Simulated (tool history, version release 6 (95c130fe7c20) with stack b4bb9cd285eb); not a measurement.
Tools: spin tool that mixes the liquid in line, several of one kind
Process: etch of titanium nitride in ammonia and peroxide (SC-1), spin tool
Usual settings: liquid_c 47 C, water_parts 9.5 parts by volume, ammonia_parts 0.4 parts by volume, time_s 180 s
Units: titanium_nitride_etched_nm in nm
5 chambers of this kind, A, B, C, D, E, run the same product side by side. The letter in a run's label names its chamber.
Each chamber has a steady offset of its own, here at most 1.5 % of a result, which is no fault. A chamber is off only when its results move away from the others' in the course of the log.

run	hour	liquid_c	water_parts	ammonia_parts	time_s	hours since the thermometer was replaced	hours since the ammonia flow meter was replaced	hours since the heated supply line was repaired	hours since the drum of ammonia solution was connected	read-back film thickness of the titanium nitride reference wafer, read on the same gauge (nm)	titanium_nitride_etched_nm
# hour 9.7: chamber E: new drum of ammonia solution connected
# hour 9.8: chamber B: new drum of ammonia solution connected
1A	9.8	47	9.5	0.4	180	183.8	855.6	965.7	1141	40.009	9.0612
2C	20.4	47	9.5	0.4	180	616.9	248.3	1150.8	551.6	39.99	9.1289
3E	31.4	47	9.5	0.4	180	166.6	1203.7	2042.3	21.7	40.01	9.2227
4B	36.6	47	9.5	0.4	180	1805.7	547.9	349.7	26.8	39.997	9.1202
5D	46.2	47	9.5	0.4	180	441.5	690.7	202.9	248.2	39.996	8.9946
6D	56.6	40.5	9.5	0.4	180	451.9	701.1	213.3	258.6	39.998	5.6422
7A	63.3	40.5	9.5	0.4	180	237.3	909.1	1019.2	1194.5	40.014	5.6395
# hour 66.3: chamber C: new drum of ammonia solution connected
# hour 72.9: chamber A: new drum of ammonia solution connected
8B	74.2	40.5	9.5	0.4	180	1843.3	585.5	387.3	64.4	40	5.7181
9C	81.5	40.5	9.5	0.4	180	678	309.4	1211.9	15.2	39.989	5.6798
# hour 89.7: chamber A: ammonia flow meter replaced
10E	90.4	40.5	9.5	0.4	180	225.6	1262.7	2101.3	80.7	39.999	5.7337
11C	100	47	9.5	0.4	180	696.5	327.9	1230.4	33.7	39.983	9.1147
12D	108.9	47	9.5	0.4	180	504.2	753.4	265.6	310.9	40.015	9.091
13B	116.9	47	9.5	0.4	180	1886	628.2	430	107.1	39.995	9.0861
14A	126.6	47	9.5	0.4	180	300.6	36.9	1082.5	53.8	40.007	9.0409
15E	135.2	47	9.5	0.4	180	270.4	1307.5	2146.1	125.5	39.979	9.2576
16D	143.3	47	9.5	0.4	180	538.6	787.8	300	345.3	40.005	9.1106
17C	150.3	47	9.5	0.4	180	746.8	378.2	1280.7	84	40.014	9.157
18B	157.1	47	8	0.4	180	1926.2	668.4	470.2	147.3	40.002	9.9732
19A	165.1	47	8	0.4	180	339.1	75.4	1121	92.3	40.006	9.7081
20E	176	47	8	0.4	180	311.2	1348.3	2186.9	166.3	39.995	10.094
21A	183.8	47	8	0.4	180	357.8	94.1	1139.7	111	40.015	9.7501
22D	189	47	8	0.4	180	584.3	833.5	345.7	391	40.006	9.8998
23C	194.1	47	6	0.4	180	790.6	422	1324.5	127.8	39.985	11.477
24B	203.8	47	6	0.4	180	1972.9	715.1	516.9	194	40	11.528
25E	209.6	47	6	0.4	180	344.8	1381.9	2220.5	199.9	39.998	11.584
26A	215.1	47	6	0.4	180	389.1	125.4	1171	142.3	39.999	11.134
27D	223.1	47	6	0.4	180	618.4	867.6	379.8	425.1	40.019	11.551
28C	228.3	47	9.5	0.5	180	824.8	456.2	1358.7	162	40	9.5029
29E	237.5	47	9.5	0.5	180	372.7	1409.8	2248.4	227.8	40.006	9.5824
30B	243.5	47	9.5	0.5	180	2012.6	754.8	556.6	233.7	40.005	9.4302
31B	249.7	47	9.5	0.5	180	2018.8	761	562.8	239.9	40.011	9.5423
32D	257.9	47	9.5	0.5	180	653.2	902.4	414.6	459.9	40.002	9.4473
33C	264	47	9.5	0.4	180	860.5	491.9	1394.4	197.7	39.986	9.1254
34E	270.3	47	9.5	0.4	180	405.5	1442.6	2281.2	260.6	39.998	9.2519
35A	278.2	47	9.5	0.4	180	452.2	188.5	1234.1	205.4	40.006	8.7645
36A	288.3	47	9.5	0.4	180	462.3	198.6	1244.2	215.5	39.99	8.6998
37B	299.9	47	9.5	0.4	180	2069	811.2	613	290.1	40.005	9.1731

What goes on in this fleet: one chamber off, a drifting gauge, or nothing beyond the chambers' own small offsets? Name the chamber and the cause, if any.

Chamber A drifts away from the others.
Cause: liquid colder than its thermometer reads (K) = 0.572.
The log may not tell that from: temperature lost on the way to the wafer (K).

Here are 4 candidates for chamber A's next run, each the usual settings with a change, their results left as question marks. Which one brings its results back in line with what the others give on the usual settings?
In line means no further than this from the other chambers' mean on the usual settings: titanium_nitride_etched_nm 0.15 nm
38A-1	308.2	47	9.5	0.45	180						?
38A-2	308.2	47	9.5	0.4	170						?
38A-3	308.2	47	9.5	0.55	180						?
38A-4	308.2	47	9.5	0.35	180						?

The other chambers' mean on the usual settings: titanium_nitride_etched_nm 9.144 nm
run	titanium_nitride_etched_nm
38A-1	8.8645
38A-2	8.2018
38A-3	9.1735
38A-4	8.4823
38A-3 brings the chamber back in line.

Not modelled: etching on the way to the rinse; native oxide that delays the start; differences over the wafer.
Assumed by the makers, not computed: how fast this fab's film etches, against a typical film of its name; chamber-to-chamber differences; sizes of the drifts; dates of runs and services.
